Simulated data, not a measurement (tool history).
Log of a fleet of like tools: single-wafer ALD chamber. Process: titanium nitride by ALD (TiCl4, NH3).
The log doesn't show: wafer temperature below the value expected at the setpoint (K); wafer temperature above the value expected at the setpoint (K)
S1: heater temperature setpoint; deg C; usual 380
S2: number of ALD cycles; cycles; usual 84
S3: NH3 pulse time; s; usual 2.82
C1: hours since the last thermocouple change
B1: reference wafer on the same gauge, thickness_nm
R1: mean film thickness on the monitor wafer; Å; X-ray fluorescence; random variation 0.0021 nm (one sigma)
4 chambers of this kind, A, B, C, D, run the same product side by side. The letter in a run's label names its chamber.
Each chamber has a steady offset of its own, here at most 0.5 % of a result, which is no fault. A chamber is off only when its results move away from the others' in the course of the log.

run	hour	S1	S2	S3	C1	B1	R1
1A	5	380	84	2.82	136	1.97	18.562
2D	13.4	380	84	2.82	1566.4	1.9703	18.574
3C	18.2	380	84	2.82	2183.4	1.9704	18.513
4B	24.8	380	84	2.82	1840.6	1.971	18.498
5D	31.8	380	84	2.82	1584.8	1.9716	18.587
6C	39.8	380	84	2.82	2205	1.9713	18.46
7B	50	380	84	2.82	1865.8	1.9711	18.536
8A	55.7	380	84	2.82	186.7	1.9717	18.568
9D	63.8	380	84	2.82	1616.8	1.9717	18.591
10C	74.9	380	84	2.82	2240.1	1.9728	18.526
11A	82.5	380	84	2.82	213.5	1.9722	18.566
12B	87.8	380	84	2.82	1903.6	1.9727	18.514
13D	98.5	380	84	2.82	1651.5	1.9732	18.601
14C	104.4	380	84	2.82	2269.6	1.9737	18.493
15A	110.7	380	84	2.82	241.7	1.9737	18.561
16B	119.6	380	84	2.82	1935.4	1.9739	18.538
17A	128.1	380	84	2.82	259.1	1.9742	18.569
18B	138	380	84	2.82	1953.8	1.9741	18.526
19D	144.3	380	84	2.82	1697.3	1.9746	18.598
20C	150.7	380	84	2.82	2315.9	1.9747	18.583
21D	157.5	380	84	2.82	1710.5	1.9747	18.593
22A	167.8	380	98	2.82	298.8	1.9752	21.689
23C	173.2	380	98	2.82	2338.4	1.9749	21.625
24B	181.3	380	98	2.82	1997.1	1.9754	21.63
25D	191.3	380	98	2.82	1744.3	1.9756	21.73
26A	198.7	380	84	2.82	329.7	1.9758	18.615
27C	203.8	380	84	2.82	2369	1.9761	18.568
28B	209.2	380	84	2.82	2025	1.9764	18.588
29C	215.5	380	84	2.82	2380.7	1.9765	18.519
30D	220.9	380	84	2.82	1773.9	1.9763	18.61
31A	225.7	380	84	2.82	356.7	1.9763	18.634
32B	232.7	380	84	2.82	2048.5	1.9767	18.581
33B	238	380	76	2.82	2053.8	1.9773	16.813
34A	248.9	380	76	2.82	379.9	1.9771	16.796
35D	259.2	380	76	2.82	1812.2	1.9775	16.853
36C	266.6	380	76	2.82	2431.8	1.9775	16.786
37B	274.1	380	84	2.82	2089.9	1.978	18.614
38A	279.2	380	84	2.82	410.2	1.9783	18.62
39D	289.7	380	84	2.82	1842.7	1.9778	18.666
40C	295.5	366	84	3.91	2460.7	1.9791	18.614
41C	301.7	366	84	3.91	2466.9	1.9785	18.579
42D	309.5	366	84	3.91	1862.5	1.9789	18.664

All 4 chambers run these settings next. Forecast each chamber's results:
43A	317.5	385	84	2.82			?
43B	317.5	385	84	2.82			?
43C	317.5	385	84	2.82			?
43D	317.5	385	84	2.82			?

run	R1
43A	18.684
43B	18.633
43C	18.593
43D	18.706
